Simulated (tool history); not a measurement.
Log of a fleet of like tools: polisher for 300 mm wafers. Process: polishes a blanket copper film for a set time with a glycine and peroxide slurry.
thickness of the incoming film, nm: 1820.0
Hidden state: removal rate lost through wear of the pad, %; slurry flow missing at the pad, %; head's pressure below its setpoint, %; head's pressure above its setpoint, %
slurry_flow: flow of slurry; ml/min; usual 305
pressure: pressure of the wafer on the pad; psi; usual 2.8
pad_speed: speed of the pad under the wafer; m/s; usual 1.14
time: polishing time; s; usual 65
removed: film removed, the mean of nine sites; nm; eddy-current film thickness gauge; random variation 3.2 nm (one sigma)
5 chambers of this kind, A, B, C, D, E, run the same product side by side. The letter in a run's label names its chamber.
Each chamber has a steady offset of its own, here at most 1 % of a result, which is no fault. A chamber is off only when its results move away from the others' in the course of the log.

run	hour	slurry_flow	pressure	pad_speed	time	wafers polished on this pad	hours since the slurry nozzle was cleaned	hours since the head pressure was calibrated	removed
# hour 5: chamber C: worn pad replaced by a new one
1E	6	305	2.8	1.14	65	351	226.9	12.4	370.92
2D	15.8	305	2.8	1.14	65	636	250.3	265.2	378.28
3C	20.9	305	2.8	1.14	65	110	671.3	396	376.43
4A	31.1	305	2.8	1.14	65	358	729.2	542	368.98
5B	40.7	305	2.8	1.14	65	756	684.5	762.6	376.53
6E	51.3	305	2.8	1.14	65	664	272.2	57.7	366.59
7D	56.2	305	2.8	1.14	65	915	290.7	305.6	375.55
# hour 60.4: chamber E: worn pad replaced by a new one
# hour 63.3: chamber C: head pressure recalibrated
8A	67.4	360	2.8	1.28	65	609	765.5	578.3	413.31
# hour 71.6: chamber D: worn pad replaced by a new one
9B	78.3	360	2.8	1.28	65	1016	722.1	800.2	418.49
10C	83.8	360	2.8	1.28	65	546	734.2	20.5	423.05
11E	91.9	360	2.8	1.28	65	218	312.8	98.3	413.93
12C	100.4	360	2.8	1.28	65	661	750.8	37.1	420.53
# hour 102.8: chamber C: worn pad replaced by a new one
13B	106.6	305	2.8	1.14	65	1212	750.4	828.5	378.68
14A	113.1	305	2.8	1.14	65	926	811.2	624	372.91
# hour 114.1: chamber B: head pressure recalibrated
# hour 115.4: chamber B: worn pad replaced by a new one
15D	123.1	235	2.8	1.14	65	356	357.6	372.5	359.73
16C	129.3	235	2.8	1.14	65	183	779.7	66	367.24
17B	135.1	235	2.8	1.14	65	136	778.9	21.1	365
18E	146.3	235	2.8	1.14	65	595	367.2	152.7	359.78
19A	154.7	235	2.8	1.14	65	1214	852.8	665.6	364.06
20D	161.4	305	2.8	1.14	65	622	395.9	410.8	367.34
21E	166.9	305	2.8	1.14	65	738	387.8	173.3	369.6
# hour 169.4: chamber E: worn pad replaced by a new one
22D	176.8	305	2.8	1.14	65	728	411.3	426.2	362.45
# hour 184.8: chamber B: slurry nozzle cleaned
23A	186.8	305	2.8	1.14	65	1437	884.9	697.7	374.18
24C	193.8	305	2.8	1.14	65	630	844.2	130.5	377.42
# hour 198.5: chamber C: worn pad replaced by a new one
25B	202.3	400	2.8	1.14	65	602	17.5	88.3	387.56
26C	210.5	400	2.8	1.14	65	83	860.9	147.2	379.22
# hour 211: chamber D: worn pad replaced by a new one
27E	218.6	400	2.8	1.14	65	341	439.5	225	377.2
# hour 219.2: chamber A: worn pad replaced by a new one
28A	229.6	400	2.8	1.14	65	72	927.7	740.5	383.26
29B	238	400	2.8	1.14	65	849	53.2	124	387.48
30D	244.6	305	2.8	1.14	65	233	479.1	494	358.82
31E	249.6	305	2.8	1.14	65	556	470.5	256	376.04
32B	254.6	305	2.8	1.14	65	964	69.8	140.6	376.09
# hour 255.3: chamber C: slurry nozzle cleaned
33C	264	305	2.8	1.14	65	454	8.7	200.7	373.25

Next, every chamber runs the same settings. What will each give?
34A	272.1	305	2.8	1.14	65				?
34B	272.1	305	2.8	1.14	65				?
34C	272.1	305	2.8	1.14	65				?
34D	272.1	305	2.8	1.14	65				?
34E	272.1	305	2.8	1.14	65				?

run	removed
34A	373.66
34B	376.21
34C	380.18
34D	354.54
34E	373.94
